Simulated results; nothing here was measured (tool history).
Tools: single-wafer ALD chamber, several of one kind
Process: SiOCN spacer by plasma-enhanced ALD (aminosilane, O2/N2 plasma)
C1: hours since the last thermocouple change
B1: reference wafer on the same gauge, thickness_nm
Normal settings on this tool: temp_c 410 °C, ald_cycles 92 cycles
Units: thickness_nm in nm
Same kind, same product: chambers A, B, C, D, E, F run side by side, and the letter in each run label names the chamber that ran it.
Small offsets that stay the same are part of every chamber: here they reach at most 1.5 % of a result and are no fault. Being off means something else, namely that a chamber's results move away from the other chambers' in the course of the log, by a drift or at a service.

run 1D day=0.517 | temp_c=410 ald_cycles=92 | C1=928.3 | B1=5.7547 | thickness_nm=5.4381
run 2F day=1.038 | temp_c=410 ald_cycles=92 | C1=1576.6 | B1=5.7445 | thickness_nm=5.2818
run 3E day=1.604 | temp_c=410 ald_cycles=92 | C1=1286.3 | B1=5.7544 | thickness_nm=5.3373
run 4B day=2.258 | temp_c=410 ald_cycles=92 | C1=85.3 | B1=5.7449 | thickness_nm=5.387
run 5C day=2.862 | temp_c=410 ald_cycles=92 | C1=1085.5 | B1=5.7563 | thickness_nm=5.4053
run 6A day=3.346 | temp_c=410 ald_cycles=92 | C1=1004.1 | B1=5.7556 | thickness_nm=5.2798
run 7E day=3.921 | temp_c=410 ald_cycles=92 | C1=1341.9 | B1=5.7494 | thickness_nm=5.4142
run 8B day=4.279 | temp_c=410 ald_cycles=92 | C1=133.8 | B1=5.7509 | thickness_nm=5.3729
run 9A day=4.842 | temp_c=410 ald_cycles=92 | C1=1040 | B1=5.7612 | thickness_nm=5.308
run 10C day=5.333 | temp_c=410 ald_cycles=92 | C1=1144.8 | B1=5.7442 | thickness_nm=5.3754
run 11D day=5.925 | temp_c=400 ald_cycles=109 | C1=1058.1 | B1=5.7439 | thickness_nm=6.6707
run 12F day=6.325 | temp_c=400 ald_cycles=109 | C1=1703.5 | B1=5.7427 | thickness_nm=6.5365
run 13F day=6.988 | temp_c=400 ald_cycles=109 | C1=1719.4 | B1=5.7443 | thickness_nm=6.4762
run 14A day=7.579 | temp_c=400 ald_cycles=109 | C1=1105.7 | B1=5.7495 | thickness_nm=6.4627
run 15D day=8.008 | temp_c=400 ald_cycles=109 | C1=1108.1 | B1=5.7447 | thickness_nm=6.6273
run 16B day=8.671 | temp_c=400 ald_cycles=109 | C1=239.2 | B1=5.7501 | thickness_nm=6.5541
run 17C day=9.104 | temp_c=410 ald_cycles=74 | C1=1235.3 | B1=5.7567 | thickness_nm=4.3284
-- day=9.421 chamber F: thermocouple changed; heater temperature recalibrated
run 18E day=9.779 | temp_c=410 ald_cycles=74 | C1=1482.5 | B1=5.7546 | thickness_nm=4.3732
run 19C day=10.312 | temp_c=410 ald_cycles=74 | C1=1264.3 | B1=5.7566 | thickness_nm=4.3463
run 20B day=10.892 | temp_c=410 ald_cycles=74 | C1=292.5 | B1=5.7455 | thickness_nm=4.3266
run 21F day=11.458 | temp_c=410 ald_cycles=74 | C1=49 | B1=5.7475 | thickness_nm=4.3146
run 22A day=11.979 | temp_c=410 ald_cycles=74 | C1=1211.3 | B1=5.7405 | thickness_nm=4.2359
run 23D day=12.629 | temp_c=410 ald_cycles=92 | C1=1219 | B1=5.7489 | thickness_nm=5.4385
run 24E day=13.267 | temp_c=410 ald_cycles=92 | C1=1566.2 | B1=5.7496 | thickness_nm=5.403
run 25A day=13.829 | temp_c=410 ald_cycles=92 | C1=1255.7 | B1=5.7479 | thickness_nm=5.3339
run 26B day=14.321 | temp_c=410 ald_cycles=92 | C1=374.8 | B1=5.7507 | thickness_nm=5.3991
run 27F day=14.671 | temp_c=410 ald_cycles=92 | C1=126.1 | B1=5.7512 | thickness_nm=5.3721
run 28E day=14.983 | temp_c=410 ald_cycles=92 | C1=1607.4 | B1=5.7549 | thickness_nm=5.3805
run 29C day=15.375 | temp_c=424 ald_cycles=92 | C1=1385.8 | B1=5.7542 | thickness_nm=5.1488
run 30D day=15.988 | temp_c=424 ald_cycles=92 | C1=1299.6 | B1=5.7481 | thickness_nm=5.2214
run 31F day=16.521 | temp_c=424 ald_cycles=92 | C1=170.5 | B1=5.7475 | thickness_nm=5.089
-- day=16.792 chamber A: thermocouple changed; heater temperature recalibrated
run 32A day=17.171 | temp_c=424 ald_cycles=92 | C1=9.1 | B1=5.757 | thickness_nm=5.1014
run 33D day=17.842 | temp_c=424 ald_cycles=92 | C1=1344.1 | B1=5.7444 | thickness_nm=5.2257
run 34B day=18.417 | temp_c=424 ald_cycles=92 | C1=473.1 | B1=5.7531 | thickness_nm=5.1043
run 35C day=18.796 | temp_c=410 ald_cycles=92 | C1=1467.9 | B1=5.7465 | thickness_nm=5.3408
run 36E day=19.204 | temp_c=410 ald_cycles=92 | C1=1708.7 | B1=5.7574 | thickness_nm=5.388
run 37A day=19.8 | temp_c=404 ald_cycles=106 | C1=72.2 | B1=5.743 | thickness_nm=6.2874
run 38C day=20.329 | temp_c=404 ald_cycles=106 | C1=1504.7 | B1=5.754 | thickness_nm=6.3667
run 39B day=20.954 | temp_c=404 ald_cycles=106 | C1=534 | B1=5.7525 | thickness_nm=6.3415
run 40F day=21.592 | temp_c=404 ald_cycles=106 | C1=292.2 | B1=5.7569 | thickness_nm=6.3258

What goes on in this fleet: one chamber off, a drifting gauge, or nothing beyond the chambers' own small offsets? Name the chamber and the cause, if any.

No chamber stands off beyond its own small offset, and the gauge holds steady.

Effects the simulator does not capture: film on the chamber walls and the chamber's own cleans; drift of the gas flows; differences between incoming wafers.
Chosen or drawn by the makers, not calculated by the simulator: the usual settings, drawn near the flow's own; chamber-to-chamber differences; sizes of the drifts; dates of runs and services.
